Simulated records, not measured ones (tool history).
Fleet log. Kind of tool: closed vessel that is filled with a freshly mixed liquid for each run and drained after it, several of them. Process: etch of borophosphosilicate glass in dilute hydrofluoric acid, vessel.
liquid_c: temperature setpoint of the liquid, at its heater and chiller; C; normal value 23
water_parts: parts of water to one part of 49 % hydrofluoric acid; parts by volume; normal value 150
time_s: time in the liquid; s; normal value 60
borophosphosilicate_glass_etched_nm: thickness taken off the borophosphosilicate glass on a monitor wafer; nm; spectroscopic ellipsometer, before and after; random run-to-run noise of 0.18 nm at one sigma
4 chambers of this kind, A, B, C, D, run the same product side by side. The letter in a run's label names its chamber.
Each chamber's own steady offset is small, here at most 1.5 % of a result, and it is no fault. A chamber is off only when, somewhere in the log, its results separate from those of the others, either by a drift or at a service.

| run | hour | liquid_c | water_parts | time_s | hours since the thermometer was replaced | hours since the hydrofluoric acid flow meter was replaced | read-back film thickness of the borophosphosilicate glass reference wafer, read on the same gauge (nm) | borophosphosilicate_glass_etched_nm |
|---|---|---|---|---|---|---|---|---|
| 1B | 10.2 | 23 | 150 | 60 | 2456.5 | 764.7 | 90.018 | 25.542 |
| 2A | 16.1 | 23 | 150 | 60 | 879 | 1438.2 | 89.989 | 25.62 |
| 3D | 26.7 | 23 | 150 | 60 | 2087.9 | 1153.4 | 89.981 | 25.309 |
|  | 37 | chamber D: hydrofluoric acid flow meter replaced |
| 4C | 37.3 | 23 | 150 | 60 | 2353.3 | 539.9 | 90.001 | 25.254 |
| 5B | 45.1 | 23 | 215 | 45 | 2491.4 | 799.6 | 89.993 | 12.341 |
| 6A | 55.9 | 23 | 215 | 45 | 918.8 | 1478 | 89.985 | 12.468 |
| 7C | 63.3 | 23 | 215 | 45 | 2379.3 | 565.9 | 89.989 | 12.44 |
| 8D | 69.5 | 23 | 215 | 45 | 2130.7 | 32.5 | 89.981 | 12.244 |
| 9A | 81 | 21 | 150 | 90 | 943.9 | 1503.1 | 90.009 | 35.94 |
| 10C | 94.3 | 21 | 150 | 90 | 2410.3 | 596.9 | 90.013 | 35.611 |
|  | 102.3 | chamber B: thermometer replaced |
| 11D | 107 | 21 | 150 | 90 | 2168.2 | 70 | 89.987 | 34.993 |
| 12B | 115.7 | 21 | 150 | 90 | 13.4 | 870.2 | 90.012 | 35.87 |
| 13B | 123.5 | 23 | 150 | 60 | 21.2 | 878 | 90.011 | 25.4 |
| 14C | 131.2 | 23 | 150 | 60 | 2447.2 | 633.8 | 90.001 | 25.48 |
| 15D | 141.8 | 23 | 150 | 60 | 2203 | 104.8 | 89.994 | 25.463 |
|  | 148 | chamber B: hydrofluoric acid flow meter replaced |
| 16A | 150.3 | 23 | 150 | 60 | 1013.2 | 1572.4 | 89.998 | 25.768 |
| 17D | 161.3 | 21 | 150 | 60 | 2222.5 | 124.3 | 89.989 | 23.302 |
| 18C | 171.7 | 21 | 150 | 60 | 2487.7 | 674.3 | 90.003 | 24.156 |
| 19B | 181.2 | 21 | 150 | 60 | 78.9 | 33.3 | 89.999 | 23.59 |
| 20A | 193.3 | 21 | 150 | 60 | 1056.2 | 1615.4 | 89.994 | 23.69 |
| 21A | 199.6 | 23 | 150 | 60 | 1062.5 | 1621.7 | 90.01 | 25.646 |
| 22D | 207.5 | 23 | 150 | 60 | 2268.7 | 170.5 | 89.974 | 25.006 |
| 23B | 213.9 | 23 | 150 | 60 | 111.6 | 66 | 89.997 | 25.261 |
| 24C | 226.9 | 23 | 150 | 60 | 2542.9 | 729.5 | 90.01 | 26.315 |
|  | 232.7 | chamber D: thermometer replaced |
| 25D | 236.1 | 19 | 150 | 30 | 3.4 | 199.1 | 89.999 | 10.798 |
| 26C | 245.9 | 19 | 150 | 30 | 2561.9 | 748.5 | 90.001 | 11.518 |

Next, every chamber runs the same settings. What will each give?
| 27A | 255.4 | 23 | 190 | 60 |  |  |  | ? |
| 27B | 255.4 | 23 | 190 | 60 |  |  |  | ? |
| 27C | 255.4 | 23 | 190 | 60 |  |  |  | ? |
| 27D | 255.4 | 23 | 190 | 60 |  |  |  | ? |

| run | borophosphosilicate_glass_etched_nm |
|---|---|
| 27A | 19.401 |
| 27B | 19.347 |
| 27C | 20.224 |
| 27D | 19.362 |
